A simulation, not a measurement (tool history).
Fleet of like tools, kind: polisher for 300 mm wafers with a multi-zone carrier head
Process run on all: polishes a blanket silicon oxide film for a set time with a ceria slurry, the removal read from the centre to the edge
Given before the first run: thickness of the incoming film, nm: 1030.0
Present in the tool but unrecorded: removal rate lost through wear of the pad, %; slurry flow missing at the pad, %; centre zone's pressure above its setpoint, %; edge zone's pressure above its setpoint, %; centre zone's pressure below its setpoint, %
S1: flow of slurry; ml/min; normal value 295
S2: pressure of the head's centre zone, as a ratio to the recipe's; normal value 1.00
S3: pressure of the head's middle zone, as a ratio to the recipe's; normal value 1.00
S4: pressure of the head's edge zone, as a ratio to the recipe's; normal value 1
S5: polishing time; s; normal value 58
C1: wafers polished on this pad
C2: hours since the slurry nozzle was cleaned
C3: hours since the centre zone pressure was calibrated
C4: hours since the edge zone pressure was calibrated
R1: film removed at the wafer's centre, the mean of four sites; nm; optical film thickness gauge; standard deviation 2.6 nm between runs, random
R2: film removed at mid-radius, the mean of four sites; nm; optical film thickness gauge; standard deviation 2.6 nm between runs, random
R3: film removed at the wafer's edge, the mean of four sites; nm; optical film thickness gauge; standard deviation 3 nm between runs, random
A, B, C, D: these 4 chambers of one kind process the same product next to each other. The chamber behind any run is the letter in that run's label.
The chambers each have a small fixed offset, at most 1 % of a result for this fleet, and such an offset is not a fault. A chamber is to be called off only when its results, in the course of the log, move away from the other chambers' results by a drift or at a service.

run,day,S1,S2,S3,S4,S5,C1,C2,C3,C4,R1,R2,R3
1D,0.254,295,1.00,1.00,1,58,298,160.3,462.6,1043.5,368.57,366.48,366.83
2C,0.517,295,1.00,1.00,1,58,165,291.9,553.6,22.3,366.02,366.07,364.58
3B,0.646,295,1.00,1.00,1,58,364,356.9,277.5,369.2,365.57,368.18,364.65
4A,0.788,295,1.00,1.00,1,58,161,736.0,70.5,69.2,362.25,370.18,368.32
5D,0.921,295,1.00,1.00,1,58,421,176.3,478.6,1059.5,362.77,364.75,368.11
6A,1.183,235,1.06,1.00,1,58,234,745.5,80.0,78.7,380.30,354.73,358.04
7B,1.304,235,1.06,1.00,1,58,486,372.7,293.3,385.0,378.73,355.49,366.01
8C,1.471,235,1.06,1.00,1,58,341,314.8,576.5,45.2,381.95,358.34,361.10
# day 1.492: chamber D: worn pad replaced by a new one
# day 1.550: chamber B: worn pad replaced by a new one
9A,1.738,235,1.06,1.00,1,58,336,758.8,93.3,92.0,375.60,352.13,361.53
10D,1.862,295,1.00,1.11,1,58,68,198.9,501.2,1082.1,363.52,398.60,366.44
11C,2.104,295,1.00,1.11,1,58,457,330.0,591.7,60.4,362.15,402.79,364.90
12B,2.346,295,1.00,1.11,1,58,147,397.7,318.3,410.0,366.87,405.06,363.04
13C,2.529,295,1.00,1.11,1,58,536,340.2,601.9,70.6,360.31,401.17,363.69
14B,2.683,295,1.00,1.00,1,58,209,405.8,326.4,418.1,368.22,363.45,366.86
# day 2.888: chamber B: centre zone pressure recalibrated
15D,2.946,295,1.00,1.00,1,58,268,224.9,527.2,1108.1,366.21,360.83,374.14
16A,3.125,295,1.00,1.00,1,58,592,792.1,126.6,125.3,367.22,361.21,367.26
17D,3.396,295,1.00,1.00,1,58,351,235.7,538.0,1118.9,361.67,362.40,371.13
18C,3.558,295,1.00,1.00,1,58,725,364.9,626.6,95.3,357.95,357.62,363.39
19B,3.808,385,1.11,1.00,1,58,416,432.8,22.2,445.1,411.57,377.89,374.19
20A,3.962,385,1.11,1.00,1,58,746,812.2,146.7,145.4,419.93,379.91,369.20
21B,4.142,385,1.11,1.00,1,58,477,440.8,30.2,453.1,418.97,378.16,368.47
22A,4.379,385,1.11,1.00,1,58,823,822.2,156.7,155.4,415.77,367.89,374.28
23D,4.554,295,1.11,1.05,1,58,564,263.5,565.8,1146.7,401.65,377.53,365.40
# day 4.621: chamber D: worn pad replaced by a new one
# day 4.708: chamber D: edge zone pressure recalibrated
24C,4.800,295,1.11,1.05,1,58,954,394.7,656.4,125.1,389.09,363.31,354.74
25A,5.038,295,1.11,1.05,1,58,944,838.0,172.5,171.2,410.27,382.72,373.30
# day 5.175: chamber B: worn pad replaced by a new one
26C,5.312,295,1.11,1.05,1,58,1048,407.0,668.7,137.4,390.96,369.19,351.14
27B,5.512,295,1.00,1.00,1,58,62,473.7,63.1,486.0,365.16,367.16,366.29
28D,5.704,295,1.00,1.00,1,58,200,291.1,593.4,23.9,363.72,365.68,370.48

For the next run the whole fleet of 4 chambers uses the same settings. Give each chamber's results:
29A,5.904,295,1.00,1.00,1,58,,,,,?,?,?
29B,5.904,295,1.00,1.00,1,58,,,,,?,?,?
29C,5.904,295,1.00,1.00,1,58,,,,,?,?,?
29D,5.904,295,1.00,1.00,1,58,,,,,?,?,?

run,R1,R2,R3
29A,364.86,366.93,372.30
29B,364.84,365.58,366.68
29C,340.58,348.62,345.96
29D,361.79,360.87,367.01
